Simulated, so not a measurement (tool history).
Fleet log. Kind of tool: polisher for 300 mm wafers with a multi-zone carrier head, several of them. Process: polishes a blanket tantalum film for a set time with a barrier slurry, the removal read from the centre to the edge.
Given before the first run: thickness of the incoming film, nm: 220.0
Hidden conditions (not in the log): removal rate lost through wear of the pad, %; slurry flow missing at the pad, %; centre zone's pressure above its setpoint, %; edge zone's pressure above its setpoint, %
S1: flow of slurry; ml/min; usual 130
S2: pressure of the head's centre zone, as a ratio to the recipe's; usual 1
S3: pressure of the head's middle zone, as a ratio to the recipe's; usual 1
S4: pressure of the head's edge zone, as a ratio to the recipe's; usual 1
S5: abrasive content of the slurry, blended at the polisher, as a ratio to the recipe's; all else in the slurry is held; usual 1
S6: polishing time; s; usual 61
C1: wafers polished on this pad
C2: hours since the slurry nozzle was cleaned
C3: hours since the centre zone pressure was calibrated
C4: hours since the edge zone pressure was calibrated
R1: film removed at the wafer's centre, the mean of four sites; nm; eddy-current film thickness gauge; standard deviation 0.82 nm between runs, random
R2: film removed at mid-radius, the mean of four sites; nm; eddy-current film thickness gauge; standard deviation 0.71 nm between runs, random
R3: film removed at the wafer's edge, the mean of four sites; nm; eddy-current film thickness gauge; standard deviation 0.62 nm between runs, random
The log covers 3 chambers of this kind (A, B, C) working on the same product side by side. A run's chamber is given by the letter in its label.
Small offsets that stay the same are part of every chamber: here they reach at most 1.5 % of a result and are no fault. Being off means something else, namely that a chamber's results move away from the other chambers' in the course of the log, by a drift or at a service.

Run 1B, hour 16.1: usual settings; C1 561; C2 455.2; C3 595; C4 678.5. Result: R1 63.269 nm, R2 66.278 nm, R3 65.674 nm.
Run 2A, hour 26.6: usual settings; C1 415; C2 211.7; C3 219.6; C4 172.2. Result: R1 64.949 nm, R2 65.288 nm, R3 65.532 nm.
Run 3C, hour 39.7: usual settings; C1 843; C2 462.5; C3 1654.6; C4 885.8. Result: R1 64.756 nm, R2 63.499 nm, R3 63.841 nm.
Run 4C, hour 49.6: usual settings; C1 923; C2 472.4; C3 1664.5; C4 895.7. Result: R1 65.587 nm, R2 65.257 nm, R3 64.195 nm.
Run 5A, hour 58: usual settings; C1 671; C2 243.1; C3 251; C4 203.6. Result: R1 64.227 nm, R2 65.298 nm, R3 65.516 nm.
At hour 66.3: chamber C: worn pad replaced by a new one.
Run 6B, hour 67.8: usual settings; C1 981; C2 506.9; C3 646.7; C4 730.2. Result: R1 64.932 nm, R2 65.442 nm, R3 65.005 nm.
At hour 80.7: chamber C: centre zone pressure recalibrated.
Run 7B, hour 80.8: usual settings; C1 1087; C2 519.9; C3 659.7; C4 743.2. Result: R1 66.78 nm, R2 65.408 nm, R3 65.004 nm.
At hour 82.2: chamber B: worn pad replaced by a new one.
Run 8A, hour 95.7: usual settings; C1 977; C2 280.8; C3 288.7; C4 241.3. Result: R1 65.552 nm, R2 66.09 nm, R3 65.298 nm.
Run 9C, hour 103.1: usual settings; C1 299; C2 525.9; C3 22.4; C4 949.2. Result: R1 66.04 nm, R2 63.787 nm, R3 63.314 nm.
Run 10C, hour 118: usual settings; C1 420; C2 540.8; C3 37.3; C4 964.1. Result: R1 64.771 nm, R2 65.383 nm, R3 63.516 nm.
Run 11B, hour 126: usual settings; C1 356; C2 565.1; C3 704.9; C4 788.4. Result: R1 65.063 nm, R2 64.501 nm, R3 65.68 nm.
Run 12A, hour 137.6: usual settings; C1 1318; C2 322.7; C3 330.6; C4 283.2. Result: R1 64.89 nm, R2 65.981 nm, R3 66.658 nm.
Run 13C, hour 146: usual settings; C1 648; C2 568.8; C3 65.3; C4 992.1. Result: R1 62.665 nm, R2 65.587 nm, R3 64.314 nm.
Run 14A, hour 159.1: usual settings; C1 1493; C2 344.2; C3 352.1; C4 304.7. Result: R1 66.036 nm, R2 64.921 nm, R3 65.363 nm.
At hour 161.3: chamber A: worn pad replaced by a new one.
Run 15B, hour 166.9: usual settings; C1 689; C2 606; C3 745.8; C4 829.3. Result: R1 65.571 nm, R2 63.877 nm, R3 64.056 nm.
At hour 174.4: chamber C: worn pad replaced by a new one.
Run 16A, hour 175.5: usual settings; C1 116; C2 360.6; C3 368.5; C4 321.1. Result: R1 64.582 nm, R2 64.165 nm, R3 64.724 nm.
Run 17C, hour 190.6: usual settings but S6 48 s; C1 132; C2 613.4; C3 109.9; C4 1036.7. Result: R1 50.774 nm, R2 50.958 nm, R3 51.242 nm.
Run 18B, hour 198.5: usual settings but S6 48 s; C1 946; C2 637.6; C3 777.4; C4 860.9. Result: R1 51.249 nm, R2 50.032 nm, R3 51.073 nm.
Run 19C, hour 209.5: usual settings but S6 48 s; C1 286; C2 632.3; C3 128.8; C4 1055.6. Result: R1 51.078 nm, R2 51.155 nm, R3 51.047 nm.
At hour 212.3: chamber B: worn pad replaced by a new one.
Run 20B, hour 219.2: usual settings but S1 105 ml/min, S5 0.85; C1 56; C2 658.3; C3 798.1; C4 881.6. Result: R1 57.679 nm, R2 58.456 nm, R3 60.085 nm.
Run 21A, hour 231.1: usual settings but S1 105 ml/min, S5 0.85; C1 568; C2 416.2; C3 424.1; C4 376.7. Result: R1 57.352 nm, R2 59.844 nm, R3 59.308 nm.
Run 22A, hour 241.8: usual settings but S1 105 ml/min, S5 0.85; C1 655; C2 426.9; C3 434.8; C4 387.4. Result: R1 57.218 nm, R2 58.522 nm, R3 59.85 nm.
Run 23B, hour 251.3: usual settings; C1 317; C2 690.4; C3 830.2; C4 913.7. Result: R1 63.899 nm, R2 64.752 nm, R3 64.004 nm.
Run 24C, hour 260.7: usual settings; C1 702; C2 683.5; C3 180; C4 1106.8. Result: R1 65.913 nm, R2 65.789 nm, R3 63.799 nm.
Run 25C, hour 273.9: usual settings; C1 810; C2 696.7; C3 193.2; C4 1120. Result: R1 64.96 nm, R2 65.807 nm, R3 63.663 nm.
At hour 279.6: chamber C: worn pad replaced by a new one.
Run 26B, hour 285.5: usual settings; C1 596; C2 724.6; C3 864.4; C4 947.9. Result: R1 63.212 nm, R2 62.426 nm, R3 63.669 nm.
Run 27A, hour 294.2: usual settings but S6 81 s; C1 1081; C2 479.3; C3 487.2; C4 439.8. Result: R1 87.275 nm, R2 85.376 nm, R3 86.438 nm.
Run 28B, hour 307.3: usual settings but S6 81 s; C1 773; C2 746.4; C3 886.2; C4 969.7. Result: R1 81.604 nm, R2 84.333 nm, R3 84.271 nm.
Run 29C, hour 323.5: usual settings but S6 81 s; C1 357; C2 746.3; C3 242.8; C4 1169.6. Result: R1 86.374 nm, R2 86.556 nm, R3 86.349 nm.
At hour 333.7: chamber B: worn pad replaced by a new one.
Run 30A, hour 335.5: usual settings but S3 0.95, S4 1.05; C1 1417; C2 520.6; C3 528.5; C4 481.1. Result: R1 64.547 nm, R2 63.037 nm, R3 67.595 nm.
At hour 350.2: chamber A: worn pad replaced by a new one.
Run 31B, hour 350.8: usual settings but S3 0.95, S4 1.05; C1 139; C2 789.9; C3 929.7; C4 1013.2. Result: R1 60.123 nm, R2 59.251 nm, R3 63.99 nm.
Run 32C, hour 362.6: usual settings but S3 0.95, S4 1.05; C1 675; C2 785.4; C3 281.9; C4 1208.7. Result: R1 63.955 nm, R2 61.995 nm, R3 66.722 nm.
Run 33A, hour 371.9: usual settings but S1 145 ml/min, S3 0.89; C1 177; C2 557; C3 564.9; C4 517.5. Result: R1 65.447 nm, R2 60.28 nm, R3 67.208 nm.
Run 34C, hour 382.5: usual settings but S1 145 ml/min, S3 0.89; C1 837; C2 805.3; C3 301.8; C4 1228.6. Result: R1 66.771 nm, R2 59.694 nm, R3 65.977 nm.
At hour 396.1: chamber C: worn pad replaced by a new one.
Run 35A, hour 397.7: usual settings but S1 145 ml/min, S3 0.89; C1 386; C2 582.8; C3 590.7; C4 543.3. Result: R1 67.401 nm, R2 61.206 nm, R3 66.586 nm.
Run 36B, hour 412.5: usual settings; C1 641; C2 851.6; C3 991.4; C4 1074.9. Result: R1 58.611 nm, R2 59.478 nm, R3 60.797 nm.
Run 37A, hour 424.2: usual settings; C1 602; C2 609.3; C3 617.2; C4 569.8. Result: R1 66.439 nm, R2 64.325 nm, R3 65.658 nm.
At hour 432: chamber C: slurry nozzle cleaned.
Run 38C, hour 434.5: usual settings; C1 312; C2 2.5; C3 353.8; C4 1280.6. Result: R1 65.379 nm, R2 63.998 nm, R3 64.781 nm.
Run 39B, hour 445.8: usual settings; C1 912; C2 884.9; C3 1024.7; C4 1108.2. Result: R1 57.312 nm, R2 57.882 nm, R3 60.48 nm.
Run 40A, hour 461.6: usual settings; C1 906; C2 646.7; C3 654.6; C4 607.2. Result: R1 64.463 nm, R2 65.596 nm, R3 64.99 nm.
Run 41C, hour 472: usual settings; C1 617; C2 40; C3 391.3; C4 1318.1. Result: R1 65.64 nm, R2 64.352 nm, R3 64.503 nm.

All chambers now run identical settings, listed one chamber a line with results as question marks. What results will each chamber show?
Run 42A, hour 483.9: usual settings but S5 0.85. Result: R1 ?, R2 ?, R3 ?.
Run 42B, hour 483.9: usual settings but S5 0.85. Result: R1 ?, R2 ?, R3 ?.
Run 42C, hour 483.9: usual settings but S5 0.85. Result: R1 ?, R2 ?, R3 ?.

run      R1      R2      R3
42A  62.775    61.6  62.071
42B  53.115  53.232  56.469
42C  62.084  60.829   61.61

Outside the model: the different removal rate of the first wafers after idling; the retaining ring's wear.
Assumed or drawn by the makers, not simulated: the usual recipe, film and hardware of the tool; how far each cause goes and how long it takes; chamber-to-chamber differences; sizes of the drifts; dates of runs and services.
